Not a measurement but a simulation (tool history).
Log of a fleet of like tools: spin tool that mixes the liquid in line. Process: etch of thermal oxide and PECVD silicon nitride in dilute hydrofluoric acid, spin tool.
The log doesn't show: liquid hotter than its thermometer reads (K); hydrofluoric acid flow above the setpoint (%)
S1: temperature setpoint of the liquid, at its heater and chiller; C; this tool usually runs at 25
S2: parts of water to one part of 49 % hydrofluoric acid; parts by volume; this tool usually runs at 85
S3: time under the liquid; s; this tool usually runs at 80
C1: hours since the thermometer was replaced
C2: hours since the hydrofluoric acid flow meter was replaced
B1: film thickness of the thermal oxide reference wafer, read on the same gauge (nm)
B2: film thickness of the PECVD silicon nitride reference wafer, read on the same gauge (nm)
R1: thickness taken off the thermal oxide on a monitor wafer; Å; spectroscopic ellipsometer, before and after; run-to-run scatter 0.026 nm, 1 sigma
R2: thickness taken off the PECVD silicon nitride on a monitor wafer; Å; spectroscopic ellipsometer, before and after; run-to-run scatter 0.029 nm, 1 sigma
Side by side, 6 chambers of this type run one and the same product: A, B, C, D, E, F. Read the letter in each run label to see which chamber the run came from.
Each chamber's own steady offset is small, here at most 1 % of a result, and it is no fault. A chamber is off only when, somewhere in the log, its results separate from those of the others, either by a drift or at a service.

run 1C day=0.271 | S1=25 S2=85 S3=80 | C1=720.4 C2=24.8 | B1=70.041 B2=139.93 | R1=49.883 R2=17.489
run 2E day=0.488 | S1=25 S2=85 S3=80 | C1=478.6 C2=1953.1 | B1=70.009 B2=139.99 | R1=49.070 R2=16.922
run 3B day=0.800 | S1=25 S2=85 S3=80 | C1=1122.4 C2=249.2 | B1=70.016 B2=140.00 | R1=48.898 R2=17.587
run 4F day=0.971 | S1=25 S2=85 S3=80 | C1=209.5 C2=644.2 | B1=70.014 B2=140.03 | R1=49.397 R2=16.982
run 5D day=1.304 | S1=25 S2=85 S3=80 | C1=2444.3 C2=1184.5 | B1=69.971 B2=140.03 | R1=49.006 R2=17.083
run 6A day=1.592 | S1=25 S2=85 S3=80 | C1=747.3 C2=353.5 | B1=69.999 B2=140.01 | R1=49.065 R2=17.514
run 7A day=1.825 | S1=25 S2=85 S3=80 | C1=752.9 C2=359.1 | B1=70.005 B2=140.00 | R1=48.781 R2=17.683
run 8C day=2.104 | S1=25 S2=85 S3=80 | C1=764.4 C2=68.8 | B1=70.005 B2=140.00 | R1=49.397 R2=17.282
run 9B day=2.300 | S1=25 S2=85 S3=80 | C1=1158.4 C2=285.2 | B1=69.992 B2=140.00 | R1=48.356 R2=17.186
run 10E day=2.525 | S1=28 S2=115 S3=80 | C1=527.5 C2=2002.0 | B1=69.999 B2=139.99 | R1=39.483 R2=15.676
run 11D day=2.771 | S1=28 S2=115 S3=80 | C1=2479.5 C2=1219.7 | B1=70.018 B2=140.02 | R1=39.564 R2=15.344
run 12F day=2.954 | S1=28 S2=115 S3=80 | C1=257.1 C2=691.8 | B1=69.995 B2=139.99 | R1=39.929 R2=15.461
run 13A day=3.242 | S1=28 S2=115 S3=80 | C1=786.9 C2=393.1 | B1=70.019 B2=140.06 | R1=39.057 R2=15.534
run 14D day=3.567 | S1=28 S2=115 S3=80 | C1=2498.6 C2=1238.8 | B1=70.009 B2=139.97 | R1=38.757 R2=15.634
run 15E day=3.800 | S1=28 S2=115 S3=80 | C1=558.1 C2=2032.6 | B1=69.991 B2=140.00 | R1=40.040 R2=16.261
run 16B day=4.129 | S1=25 S2=85 S3=80 | C1=1202.3 C2=329.1 | B1=70.030 B2=140.01 | R1=48.988 R2=17.377
run 17C day=4.412 | S1=25 S2=85 S3=80 | C1=819.8 C2=124.2 | B1=69.975 B2=140.03 | R1=49.086 R2=16.722
run 18F day=4.700 | S1=25 S2=85 S3=80 | C1=299.0 C2=733.7 | B1=69.990 B2=139.97 | R1=49.134 R2=17.258
run 19C day=5.025 | S1=25 S2=85 S3=80 | C1=834.5 C2=138.9 | B1=69.975 B2=139.98 | R1=49.466 R2=17.313
run 20A day=5.179 | S1=25 S2=85 S3=80 | C1=833.4 C2=439.6 | B1=69.979 B2=140.04 | R1=49.611 R2=16.596
run 21F day=5.417 | S1=25 S2=85 S3=80 | C1=316.2 C2=750.9 | B1=70.012 B2=140.00 | R1=49.727 R2=16.956
run 22B day=5.717 | S1=28 S2=55 S3=80 | C1=1240.4 C2=367.2 | B1=69.965 B2=140.04 | R1=89.357 R2=32.733
run 23D day=5.950 | S1=28 S2=55 S3=80 | C1=2555.8 C2=1296.0 | B1=70.004 B2=140.01 | R1=88.527 R2=32.140
run 24E day=6.150 | S1=28 S2=55 S3=80 | C1=614.5 C2=2089.0 | B1=70.029 B2=139.98 | R1=91.489 R2=33.571
run 25D day=6.350 | S1=28 S2=55 S3=80 | C1=2565.4 C2=1305.6 | B1=70.022 B2=139.97 | R1=88.554 R2=31.315
run 26B day=6.646 | S1=28 S2=55 S3=80 | C1=1262.7 C2=389.5 | B1=70.014 B2=139.99 | R1=88.591 R2=32.639
run 27F day=6.933 | S1=28 S2=55 S3=80 | C1=352.6 C2=787.3 | B1=69.951 B2=140.04 | R1=88.402 R2=31.401
run 28E day=7.112 | S1=25 S2=85 S3=80 | C1=637.6 C2=2112.1 | B1=70.035 B2=140.01 | R1=51.348 R2=18.582
-- day=7.329 chamber D: thermometer replaced
run 29C day=7.412 | S1=25 S2=115 S3=100 | C1=891.8 C2=196.2 | B1=69.998 B2=140.05 | R1=43.783 R2=15.621
run 30A day=7.608 | S1=25 S2=115 S3=100 | C1=891.7 C2=497.9 | B1=69.987 B2=140.00 | R1=43.743 R2=15.534
run 31C day=7.829 | S1=25 S2=115 S3=100 | C1=901.8 C2=206.2 | B1=70.023 B2=139.97 | R1=43.863 R2=15.953
run 32B day=8.125 | S1=25 S2=115 S3=100 | C1=1298.2 C2=425.0 | B1=70.006 B2=139.99 | R1=43.830 R2=15.876
run 33E day=8.288 | S1=25 S2=115 S3=100 | C1=665.8 C2=2140.3 | B1=70.001 B2=140.01 | R1=46.304 R2=18.303
run 34D day=8.446 | S1=25 S2=115 S3=100 | C1=26.8 C2=1355.9 | B1=70.023 B2=140.02 | R1=43.227 R2=16.224
run 35A day=8.733 | S1=25 S2=85 S3=80 | C1=918.7 C2=524.9 | B1=69.996 B2=140.05 | R1=49.230 R2=17.235
run 36F day=8.962 | S1=25 S2=85 S3=80 | C1=401.3 C2=836.0 | B1=70.009 B2=139.95 | R1=49.723 R2=17.428
run 37A day=9.279 | S1=25 S2=85 S3=80 | C1=931.8 C2=538.0 | B1=69.992 B2=139.98 | R1=49.623 R2=17.144
run 38D day=9.479 | S1=25 S2=85 S3=80 | C1=51.6 C2=1380.7 | B1=70.044 B2=139.99 | R1=48.455 R2=16.926
run 39E day=9.733 | S1=25 S2=85 S3=80 | C1=700.5 C2=2175.0 | B1=69.987 B2=139.97 | R1=52.233 R2=19.176
run 40F day=9.983 | S1=25 S2=85 S3=80 | C1=425.8 C2=860.5 | B1=70.008 B2=140.01 | R1=48.991 R2=17.267
run 41C day=10.154 | S1=25 S2=85 S3=80 | C1=957.6 C2=262.0 | B1=69.978 B2=139.97 | R1=49.338 R2=17.178
run 42B day=10.358 | S1=25 S2=85 S3=80 | C1=1351.8 C2=478.6 | B1=69.945 B2=140.02 | R1=48.628 R2=17.451
run 43B day=10.700 | S1=25 S2=85 S3=80 | C1=1360.0 C2=486.8 | B1=70.044 B2=139.97 | R1=49.231 R2=16.992

Is one chamber out of step, is the gauge drifting, or do the chambers differ by no more than their own small offsets? For an off chamber, give its letter and the likeliest cause.

Chamber E drifts away from the others.
Likeliest cause: liquid hotter than its thermometer reads (K) = 1.86.

Chamber E could run next with any of the 4 candidate recipes listed below; each alters the usual settings, and their results appear as question marks. Which one brings its results back in line with what the other chambers deliver on the usual settings?
Counts as in line when no further than this from what the other chambers average on the usual settings: R1 0.930 Å; R2 1.000 Å
run 44E-1 day=10.946 | S1=26 S2=85 S3=80 | R1=? R2=?
run 44E-2 day=10.946 | S1=23 S2=80 S3=75 | R1=? R2=?
run 44E-3 day=10.946 | S1=24 S2=85 S3=80 | R1=? R2=?
run 44E-4 day=10.946 | S1=27 S2=90 S3=85 | R1=? R2=?

Usual-settings mean across the other chambers: R1 49.105 Å; R2 17.151 Å
run=44E-1 R1=54.767 R2=20.857
run=44E-2 R1=48.771 R2=17.070
run=44E-3 R1=50.670 R2=18.332
run=44E-4 R1=56.749 R2=22.319
The right change is 44E-2: it brings the chamber back within the allowed miss of the others.
